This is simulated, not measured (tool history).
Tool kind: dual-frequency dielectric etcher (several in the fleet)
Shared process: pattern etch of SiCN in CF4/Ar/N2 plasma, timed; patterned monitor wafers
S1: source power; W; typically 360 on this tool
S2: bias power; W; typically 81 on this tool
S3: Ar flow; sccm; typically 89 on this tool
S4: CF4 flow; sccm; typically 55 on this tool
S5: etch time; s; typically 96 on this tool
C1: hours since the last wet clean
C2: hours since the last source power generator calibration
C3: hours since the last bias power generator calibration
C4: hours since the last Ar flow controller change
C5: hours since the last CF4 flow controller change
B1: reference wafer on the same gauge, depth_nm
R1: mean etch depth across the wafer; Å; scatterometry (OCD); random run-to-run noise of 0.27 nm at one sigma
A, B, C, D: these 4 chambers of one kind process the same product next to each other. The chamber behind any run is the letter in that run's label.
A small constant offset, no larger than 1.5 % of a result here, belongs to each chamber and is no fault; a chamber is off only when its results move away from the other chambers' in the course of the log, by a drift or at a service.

run	day	S1	S2	S3	S4	S5	C1	C2	C3	C4	C5	B1	R1
1B	0.117	360	81	89	55	96	299.7	806.2	93.9	2520	2432.3	72.689	703.68
2D	0.375	360	81	89	55	96	359.9	1261.8	1403.7	3259	2257.3	72.72	682.13
3A	0.596	360	81	89	55	96	252.8	3723.8	3518.1	1688	3032.9	72.745	696.35
4C	0.838	360	81	89	55	96	351.1	516.2	3391.4	1336.2	2427.1	72.681	700.1
5A	1.062	360	81	89	55	96	264	3735	3529.3	1699.2	3044.1	72.733	690.55
6B	1.312	360	81	89	55	96	328.4	834.9	122.6	2548.7	2461	72.62	705.05
7D	1.479	360	81	89	55	96	386.4	1288.3	1430.2	3285.5	2283.8	72.69	683.57
8C	1.733	360	81	89	55	96	372.6	537.7	3412.9	1357.7	2448.6	72.707	703.95
9D	1.979	360	81	89	55	96	398.4	1300.3	1442.2	3297.5	2295.8	72.653	683.78
10B	2.242	360	81	89	55	96	350.7	857.2	144.9	2571	2483.3	72.694	706.16
11A	2.458	390	70	89	55	96	297.5	3768.5	3562.8	1732.7	3077.6	72.68	705.72
12C	2.692	390	70	89	55	96	395.6	560.7	3435.9	1380.7	2471.6	72.637	712.74
13B	2.875	390	70	89	55	96	365.9	872.4	160.1	2586.2	2498.5	72.787	725.25
14A	3.104	390	70	89	55	96	313	3784	3578.3	1748.2	3093.1	72.59	712.76
15D	3.346	360	81	89	55	96	431.2	1333.1	1475	3330.3	2328.6	72.685	686.35
16C	3.479	360	81	89	55	96	414.5	579.6	3454.8	1399.6	2490.5	72.713	703.81
17A	3.662	360	81	89	55	96	326.4	3797.4	3591.7	1761.6	3106.5	72.649	695.72
18C	3.838	360	81	110	55	96	423.1	588.2	3463.4	1408.2	2499.1	72.69	682.79
19B	3.992	360	81	110	55	96	392.7	899.2	186.9	2613	2525.3	72.761	693.81
# day 4.175: chamber D: source power generator calibrated
20D	4.192	360	81	110	55	96	451.5	0.5	1495.3	3350.6	2348.9	72.689	665.54
21C	4.421	360	81	110	55	96	437.1	602.2	3477.4	1422.2	2513.1	72.706	683.3
22A	4.583	360	81	89	55	96	348.5	3819.5	3613.8	1783.7	3128.6	72.686	695.2
23B	4.783	360	81	89	55	96	411.7	918.2	205.9	2632	2544.3	72.733	722.93
24D	4.996	360	81	89	55	96	470.8	19.8	1514.6	3369.9	2368.2	72.736	682.99
25A	5.229	420	81	89	45	96	364	3835	3629.3	1799.2	3144.1	72.748	772.76
# day 5.262: chamber A: bias power generator calibrated
26D	5.354	420	81	89	45	96	479.4	28.4	1523.2	3378.5	2376.8	72.766	756.47
27B	5.558	420	81	89	45	96	430.3	936.8	224.5	2650.6	2562.9	72.738	802.74
28C	5.754	420	81	89	45	96	469.1	634.2	3509.4	1454.2	2545.1	72.706	776.04
29C	5.996	360	81	89	55	96	474.9	640	3515.2	1460	2550.9	72.63	700.89
# day 6.075: chamber B: Ar flow controller replaced
30A	6.208	360	81	89	55	96	387.5	3858.5	22.8	1822.7	3167.6	72.742	693.83
31D	6.454	360	81	89	55	96	505.8	54.8	1549.6	3404.9	2403.2	72.725	681.69
32B	6.612	360	81	89	55	96	455.6	962.1	249.8	12.9	2588.2	72.692	732.49
33B	6.808	360	81	74	48	96	460.3	966.8	254.5	17.6	2592.9	72.667	735.33
34A	7.062	360	81	74	48	96	408	3879	43.3	1843.2	3188.1	72.716	701.19
35C	7.208	360	81	74	48	96	504	669.1	3544.3	1489.1	2580	72.703	707.91
36D	7.462	360	81	74	48	96	530	79	1573.8	3429.1	2427.4	72.76	693.68

Is one chamber off against the others, does the gauge drift, or is nothing wrong? If a chamber is off, say which, and what the likeliest cause is.

One chamber, B, drifts off from the rest bit by bit.
What lies behind it: source power that arrives over what is set, % = 4.91.
With only this log, it may be confused with: etch rate over this chamber's usual, %.

Below are 4 candidate recipes for chamber B's next run, each the usual settings with a change, their results shown as question marks. Which of them brings B's results back in line with what the other chambers give on the usual settings?
In line here means within this much of the mean the other chambers give on the usual settings: R1 9.3 Å
37B-1	7.658	370	81	88	55	102.5							?
37B-2	7.658	350	81	89	55	90							?
37B-3	7.658	360	81	89	55	91							?
37B-4	7.658	370	82	89	55	99							?

Average result of the remaining chambers running the usual settings: R1 694.94 Å
run	R1
37B-1	806.34
37B-2	672.9
37B-3	697.56
37B-4	781.05
The right change is 37B-3: it brings the chamber back within the allowed miss of the others.
